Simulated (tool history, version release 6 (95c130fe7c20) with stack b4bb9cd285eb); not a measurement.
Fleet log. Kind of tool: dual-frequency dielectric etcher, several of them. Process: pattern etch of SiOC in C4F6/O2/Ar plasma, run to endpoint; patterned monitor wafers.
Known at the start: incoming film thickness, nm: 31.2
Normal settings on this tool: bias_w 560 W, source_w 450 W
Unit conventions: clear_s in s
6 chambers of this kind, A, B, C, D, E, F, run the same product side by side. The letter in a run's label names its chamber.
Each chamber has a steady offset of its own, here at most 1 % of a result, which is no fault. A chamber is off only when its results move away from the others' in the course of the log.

run     day  bias_w  source_w  hours since the last wet clean  hours since the last bias power generator calibration  hours since the last source power generator calibration  clear_s
      0.121  -- chamber B: wet clean of the chamber
      0.183  -- chamber C: source power generator calibrated
 1C   0.508     560       450                           349.1                                                 1059.6                                                      7.8   9.5907
      1.038  -- chamber D: wet clean of the chamber
 2D   1.092     560       450                             1.3                                                 1195.7                                                     1603   9.7442
 3B   1.404     560       450                            30.8                                                   47.4                                                    678.7   9.6193
 4E   2.021     560       450                           565.1                                                 1268.4                                                    323.1   9.5953
 5A   2.471     560       450                            69.2                                                  849.8                                                   2516.6   9.7157
 6F   2.992     560       450                           400.6                                                 2975.9                                                    457.5   9.5319
 7D   3.454     560       450                              58                                                 1252.4                                                   1659.7   9.7392
 8F     4.1     660       530                           427.2                                                 3002.5                                                    484.1   8.4572
      4.238  -- chamber E: wet clean of the chamber
 9E   4.408     660       530                             4.1                                                 1325.7                                                    380.4   8.4965
10C   4.921     660       530                             455                                                 1165.5                                                    113.7   8.4586
11B   5.508     660       530                           129.3                                                  145.9                                                    777.2    8.545
12A   6.079     660       530                           155.8                                                  936.4                                                   2603.2   8.5057
13C   6.617     660       530                           495.7                                                 1206.2                                                    154.4   8.4814
14A     7.1     560       450                           180.3                                                  960.9                                                   2627.7   9.6266
       7.15  -- chamber F: wet clean of the chamber
15D   7.729     560       450                           160.6                                                   1355                                                   1762.3   9.7573
16E   8.167     560       450                            94.3                                                 1415.9                                                    470.6   9.5616
17F   8.496     489       550                            32.3                                                   3108                                                    589.6   8.9468
18B       9     489       550                           213.1                                                  229.7                                                      861   9.4475
      9.538  -- chamber C: wet clean of the chamber
19D   9.567     489       550                           204.7                                                 1399.1                                                   1806.4   9.4772
20C  10.088     489       550                            13.2                                                 1289.5                                                    237.7   9.3398
21F  10.521     489       550                            80.9                                                 3156.6                                                    638.2    8.952
22B  11.079     489       550                             263                                                  279.6                                                    910.9    9.444
23A  11.717     560       450                           291.1                                                 1071.7                                                   2738.5   9.6967
24E  12.188     560       450                           190.8                                                 1512.4                                                    567.1   9.5352
25A   12.55     560       450                           311.1                                                 1091.7                                                   2758.5   9.6588
         13  -- chamber A: wet clean of the chamber
26B  13.042     560       450                           310.1                                                  326.7                                                      958   9.6554
27E  13.508     508       350                           222.5                                                 1544.1                                                    598.8   10.846
28D  13.867     508       350                           307.9                                                 1502.3                                                   1909.6   11.046
29F  14.233     508       350                             170                                                 3245.7                                                    727.3   10.345
30C  14.529     508       350                           119.8                                                 1396.1                                                    344.3   10.885
31E  14.908     508       350                           256.1                                                 1577.7                                                    632.4    10.93
32C   15.35     508       350                           139.5                                                 1415.8                                                      364   10.919
33A  15.817     560       450                            67.6                                                 1170.1                                                   2836.9   9.5905
34B  16.283     560       450                           387.9                                                  404.5                                                   1035.8   9.7064
35D  16.592     464       450                           373.3                                                 1567.7                                                     1975    10.42
36F  17.108     464       450                             239                                                 3314.7                                                    796.3   9.7924
37C    17.6     464       450                           193.5                                                 1469.8                                                      418   10.276

Read the log: is a single chamber off, either drifting away or since a service, is the gauge that measures every chamber drifting, or is nothing wrong beyond small per-chamber offsets? Name any odd chamber and what most likely caused it.

Chamber F came out of a service off from its peers and stayed that way.
Likeliest cause: etch rate over this chamber's usual, % = 4.35.

Below are 4 candidate recipes for chamber F's next run, each the usual settings with a change, their results shown as question marks. Which of them brings F's results back in line with what the other chambers give on the usual settings?
In line here means within this much of the mean the other chambers give on the usual settings: clear_s 0.12 s
38F-1  18.083     519       420                                                                                                                                                        ?
38F-2  18.083     713       450                                                                                                                                                        ?
38F-3  18.083     637       450                                                                                                                                                        ?
38F-4  18.083     438       450                                                                                                                                                        ?

Mean of the other chambers on the usual settings: clear_s 9.6371 s
  run  clear_s
38F-1   9.6318
38F-2   8.3214
38F-3   8.6919
38F-4       10
38F-1 brings the chamber back in line.
